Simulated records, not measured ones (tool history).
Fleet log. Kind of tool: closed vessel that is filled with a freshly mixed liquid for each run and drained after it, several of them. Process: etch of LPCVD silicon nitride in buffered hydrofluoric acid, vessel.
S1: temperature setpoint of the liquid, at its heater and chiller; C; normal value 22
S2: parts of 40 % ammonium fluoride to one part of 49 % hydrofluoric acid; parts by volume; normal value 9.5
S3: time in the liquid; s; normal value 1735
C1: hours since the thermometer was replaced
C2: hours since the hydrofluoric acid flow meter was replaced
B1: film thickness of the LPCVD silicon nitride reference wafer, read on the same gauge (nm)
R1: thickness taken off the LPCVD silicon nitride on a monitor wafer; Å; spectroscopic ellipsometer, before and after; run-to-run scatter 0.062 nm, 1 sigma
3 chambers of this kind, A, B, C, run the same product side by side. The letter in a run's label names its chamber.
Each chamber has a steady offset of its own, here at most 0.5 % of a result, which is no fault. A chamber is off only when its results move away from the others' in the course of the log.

run	hour	S1	S2	S3	C1	C2	B1	R1
1C	6.8	22	9.5	1735	399.4	865.3	70.001	207.01
2B	17.1	22	9.5	1735	1788	61.5	69.998	207.22
3A	23.8	22	9.5	1735	147.4	431.7	70.012	207.06
4C	34.2	22	9.5	1735	426.8	892.7	69.952	208.35
5B	42.8	22	9.5	1735	1813.7	87.2	69.995	206.72
6A	50.9	22	9.5	1735	174.5	458.8	69.968	208.23
7B	61.5	22	9.5	1735	1832.4	105.9	69.998	207.69
8A	73.9	22	7.5	1735	197.5	481.8	70.005	261.09
9C	86.9	22	7.5	1735	479.5	945.4	70.005	260.76
10B	92.9	22	7.5	1735	1863.8	137.3	70.007	263.79
11C	99.8	22	9.5	1735	492.4	958.3	69.988	207.44
12A	111.7	22	9.5	1735	235.3	519.6	69.994	208.8
13A	120	22	9.5	1735	243.6	527.9	70.008	208.81
14B	133	22	9.5	1735	1903.9	177.4	69.983	206.43
15C	145.2	22	12	1735	537.8	1003.7	69.984	168.57
16B	153.6	22	12	1735	1924.5	198	70.01	168.15
17C	160.2	22	12	1735	552.8	1018.7	70.005	169.27
18A	166.1	19	9.5	1735	289.7	574	70.025	176.13
19A	177.3	19	9.5	1735	300.9	585.2	69.995	177.09
20B	185.2	19	9.5	1735	1956.1	229.6	70.023	176
21C	191.2	22	9.5	1735	583.8	1049.7	69.963	208.05
22A	198.8	22	9.5	1735	322.4	606.7	69.973	209.1
23C	207.8	22	9.5	1735	600.4	1066.3	69.982	208.53
24B	221.3	22	9.5	1735	1992.2	265.7	70.02	206.87
# hour 225.7: chamber C: hydrofluoric acid flow meter replaced
25A	228.7	22	9.5	1735	352.3	636.6	69.99	209.75
# hour 233: chamber B: thermometer replaced
26C	241.3	22	9.5	1735	633.9	15.7	70.03	206.11
27B	250.4	22	9.5	1735	17.4	294.8	69.976	207.73
28C	260	22	9.5	1735	652.6	34.4	69.99	207.15
29A	269.1	22	9.5	1735	392.7	677	69.978	209.82
30B	282.4	22	9.5	1735	49.4	326.8	70.003	206.58
31B	290.8	22	9.5	1735	57.8	335.2	70.002	206.38
32C	303.3	22	9.5	1735	695.9	77.7	69.986	207.09

Does one chamber stand apart from the rest, does the shared gauge drift, or is all well apart from small per-chamber offsets? Give the chamber and the most likely cause, where there is one.

One chamber, A, drifts off from the rest bit by bit.
Most likely cause: hydrofluoric acid flow above the setpoint (%) = 2.62.
The log may not tell that from: liquid hotter than its thermometer reads (K).

Chamber A could run next with any of the 4 candidate recipes listed below; each alters the usual settings, and their results appear as question marks. Which one brings its results back in line with what the other chambers deliver on the usual settings?
Allowed miss from the other chambers' usual-settings mean, per result, to count as in line: R1 2.2 Å
33A-1	313	22	9.5	1710				?
33A-2	313	22	9.5	1760				?
33A-3	313	22	10	1735				?
33A-4	313	22	9.5	1790				?

Usual-settings mean across the other chambers: R1 207.29 Å
run	R1
33A-1	207.33
33A-2	213.4
33A-3	203.72
33A-4	217.03
Change 33A-1 lands the chamber within the allowed miss of the other chambers.

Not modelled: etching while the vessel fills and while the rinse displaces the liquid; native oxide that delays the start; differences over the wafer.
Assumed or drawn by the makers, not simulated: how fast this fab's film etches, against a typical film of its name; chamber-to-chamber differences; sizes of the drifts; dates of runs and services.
